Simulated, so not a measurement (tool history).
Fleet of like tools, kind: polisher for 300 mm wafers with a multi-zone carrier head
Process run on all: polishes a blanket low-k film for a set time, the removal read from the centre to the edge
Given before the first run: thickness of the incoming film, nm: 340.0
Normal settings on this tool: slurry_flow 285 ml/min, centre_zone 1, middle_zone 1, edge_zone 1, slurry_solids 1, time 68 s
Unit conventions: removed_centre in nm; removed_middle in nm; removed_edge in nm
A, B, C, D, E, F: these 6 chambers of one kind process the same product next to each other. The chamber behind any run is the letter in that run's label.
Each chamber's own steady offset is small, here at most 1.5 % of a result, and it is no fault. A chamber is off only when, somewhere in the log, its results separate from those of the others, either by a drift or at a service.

run,hour,slurry_flow,centre_zone,middle_zone,edge_zone,slurry_solids,time,removed_centre,removed_middle,removed_edge
1B,3.2,285,1,1,1,1,68,32.171,32.275,32.267
2D,6.2,285,1,1,1,1,68,32.376,32.873,33.658
3E,10.2,285,1,1,1,1,68,33.018,32.903,32.71
4C,13.1,285,1,1,1,1,68,32.5,32.487,31.972
5A,15.7,325,1,0.92,1,1,68,32.901,30.296,33.474
6F,18.9,325,1,0.92,1,1,68,32.929,30.586,32.467
7F,23,325,1,0.92,1,1,68,32.559,30.409,33.116
# hour 25.7: chamber D: worn pad replaced by a new one
8B,26.5,325,1,0.92,1,1,68,33.053,30.256,32.202
# hour 30.8: chamber D: slurry nozzle cleaned
9E,30.8,325,1,0.92,1,1,68,33.175,30.882,32.502
10C,33.5,325,1,0.92,1,1,68,33.494,30.271,32.398
11D,37.4,285,1,1,1,1,68,31.824,32.557,32.323
12A,39.9,285,1,1,1,1,68,32.267,32.001,32.078
# hour 41.5: chamber F: worn pad replaced by a new one
13F,43.3,285,1,1,1,1,68,32.335,32.702,32.131
# hour 45.4: chamber A: slurry nozzle cleaned
14D,47.8,285,1,1,1,1,68,32.218,32.663,32.616
15C,50.5,285,1,1,1,1,68,32.311,32.582,32.571
16E,54.8,285,1,1,1,1,68,33.373,32.764,32.322
17A,58.2,285,1,1,1,1,68,31.995,32.018,32.433
18B,60.8,285,1,1,1,1,68,32.305,32.334,31.847
19D,64,245,1,1,1,1.25,68,34.971,35.601,36.066
# hour 65.3: chamber C: worn pad replaced by a new one
20A,67.3,245,1,1,1,1.25,68,34.823,34.57,35.389
21B,69.5,245,1,1,1,1.25,68,34.977,34.909,35.642
22E,73.4,245,1,1,1,1.25,68,36.102,35.17,35.952
# hour 75.5: chamber E: worn pad replaced by a new one
23F,77.9,245,1,1,1,1.25,68,35.131,34.804,35.642
24C,80.2,245,1,1,1,1.25,68,35.115,34.588,35.167
25E,83.8,285,1,1,1,1,68,34.111,32.497,32.231
26A,87.6,285,1,1,1,1,68,32.471,32.646,32.202
27D,91.2,285,1,1,1,1,68,32.59,32.817,32.752
28F,93.8,285,0.94,1,1,1,68,30.849,32.943,32.546
29B,96.1,285,0.94,1,1,1,68,30.121,32.071,32.124
# hour 96.3: chamber D: centre zone pressure recalibrated
# hour 96.4: chamber A: worn pad replaced by a new one
# hour 97.4: chamber B: worn pad replaced by a new one
30C,99.4,285,0.94,1,1,1,68,30.426,32.344,32.64
# hour 100.5: chamber F: worn pad replaced by a new one
31E,103.6,285,0.94,1,1,1,68,32.285,32.542,31.766
32D,106.2,285,0.94,1,1,1,68,30.694,32.8,32.962
# hour 107.2: chamber F: edge zone pressure recalibrated
33C,110.2,285,0.94,1,1,1,68,29.971,32.382,32.071
34F,113.1,285,0.94,1,1,1,47,21.211,22.482,22.494
35B,115.1,285,0.94,1,1,1,47,20.804,22.719,22.384
36A,117.3,285,0.94,1,1,1,47,20.942,22.134,22.548
37B,120.9,285,0.94,1,1,1,47,20.902,22.368,22.194
38C,123.3,285,0.94,1,1,1,47,20.847,22.831,22.716
39D,127.7,285,0.94,1,1,1,47,21.062,22.303,22.502
40E,130.4,285,1,1,1,1,68,34.803,32.252,32.077
41F,132.9,285,1,1,1,1,68,33.012,32.718,33.223
42A,136.6,285,1,1,0.92,1,68,32.176,32.353,31.167

For the next run the whole fleet of 6 chambers uses the same settings. Give each chamber's results:
43A,140,285,1,1,1,1,68,?,?,?
43B,140,285,1,1,1,1,68,?,?,?
43C,140,285,1,1,1,1,68,?,?,?
43D,140,285,1,1,1,1,68,?,?,?
43E,140,285,1,1,1,1,68,?,?,?
43F,140,285,1,1,1,1,68,?,?,?

run,removed_centre,removed_middle,removed_edge
43A,32.358,31.934,33.113
43B,32.443,32.493,32.43
43C,32.777,32.103,32.678
43D,32.517,33.33,32.743
43E,34.786,32.585,31.482
43F,32.408,32.553,32.628
